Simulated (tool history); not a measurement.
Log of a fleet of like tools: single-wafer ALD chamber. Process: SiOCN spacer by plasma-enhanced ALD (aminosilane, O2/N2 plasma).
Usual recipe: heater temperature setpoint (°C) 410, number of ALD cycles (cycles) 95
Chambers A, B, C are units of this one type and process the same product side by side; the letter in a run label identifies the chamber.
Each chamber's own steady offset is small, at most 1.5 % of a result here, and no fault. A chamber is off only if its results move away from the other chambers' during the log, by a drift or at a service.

run   hour  heater temperature setpoint (°C)  number of ALD cycles (cycles)  hours since the last thermocouple change  read-back reference wafer on the same gauge, thickness_nm  mean film thickness on the monitor wafer (nm)
 1B    9.5                               410                             95                                        67                                                     6.3991                                         5.5542
 2C   18.6                               410                             95                                     311.5                                                      6.398                                         5.5916
 3A   29.2                               410                             95                                     436.2                                                      6.397                                         5.6111
 4B   40.8                               410                             95                                      98.3                                                     6.3969                                         5.5534
 5C   49.1                               410                             95                                       342                                                     6.3935                                         5.5977
 6A   59.9                               410                             95                                     466.9                                                     6.3939                                         5.6237
 7B   73.3                               410                            101                                     130.8                                                     6.3936                                         5.9122
 8A   81.7                               410                            101                                     488.7                                                     6.3933                                         5.9787
 9C   94.4                               410                            101                                     387.3                                                     6.3934                                         5.9512
10A  103.1                               410                             95                                     510.1                                                     6.3903                                         5.6293
11B  114.3                               410                             95                                     171.8                                                     6.3896                                           5.55
12C  125.7                               410                             95                                     418.6                                                     6.3887                                         5.5952
13B  133.7                               410                             95                                     191.2                                                     6.3875                                          5.551
14A  145.4                               410                             95                                     552.4                                                     6.3869                                         5.6228
15C  154.8                               410                             95                                     447.7                                                     6.3857                                         5.5875
16A  160.8                               410                             95                                     567.8                                                     6.3843                                         5.6131
17C  172.7                               410                             95                                     465.6                                                     6.3853                                         5.5902
18B  184.2                               410                             95                                     241.7                                                     6.3828                                         5.5514
19C    196                               410                             95                                     488.9                                                     6.3814                                         5.5801
20B  203.4                               410                             95                                     260.9                                                     6.3819                                         5.5503
21A  216.7                               410                             95                                     623.7                                                     6.3806                                         5.6107
22B  226.5                               410                             95                                       284                                                     6.3803                                         5.5419
23A  239.3                               410                             95                                     646.3                                                     6.3795                                         5.6054
24C  250.5                               410                             95                                     543.4                                                     6.3768                                         5.5788
25C  257.3                               410                             95                                     550.2                                                     6.3768                                         5.5908
26A  269.1                               403                             95                                     676.1                                                     6.3761                                         5.7318
27B  277.4                               403                             95                                     334.9                                                     6.3774                                         5.6574
28B  284.3                               403                             95                                     341.8                                                     6.3742                                         5.6599
29A  293.5                               410                             95                                     700.5                                                     6.3737                                          5.602

Next, every chamber runs the same settings. What will each give?
30A  303.3                               410                             95                                                                                                                                                   ?
30B  303.3                               410                             95                                                                                                                                                   ?
30C  303.3                               410                             95                                                                                                                                                   ?

run  mean film thickness on the monitor wafer (nm)
30A                                         5.6132
30B                                         5.5396
30C                                         5.5788

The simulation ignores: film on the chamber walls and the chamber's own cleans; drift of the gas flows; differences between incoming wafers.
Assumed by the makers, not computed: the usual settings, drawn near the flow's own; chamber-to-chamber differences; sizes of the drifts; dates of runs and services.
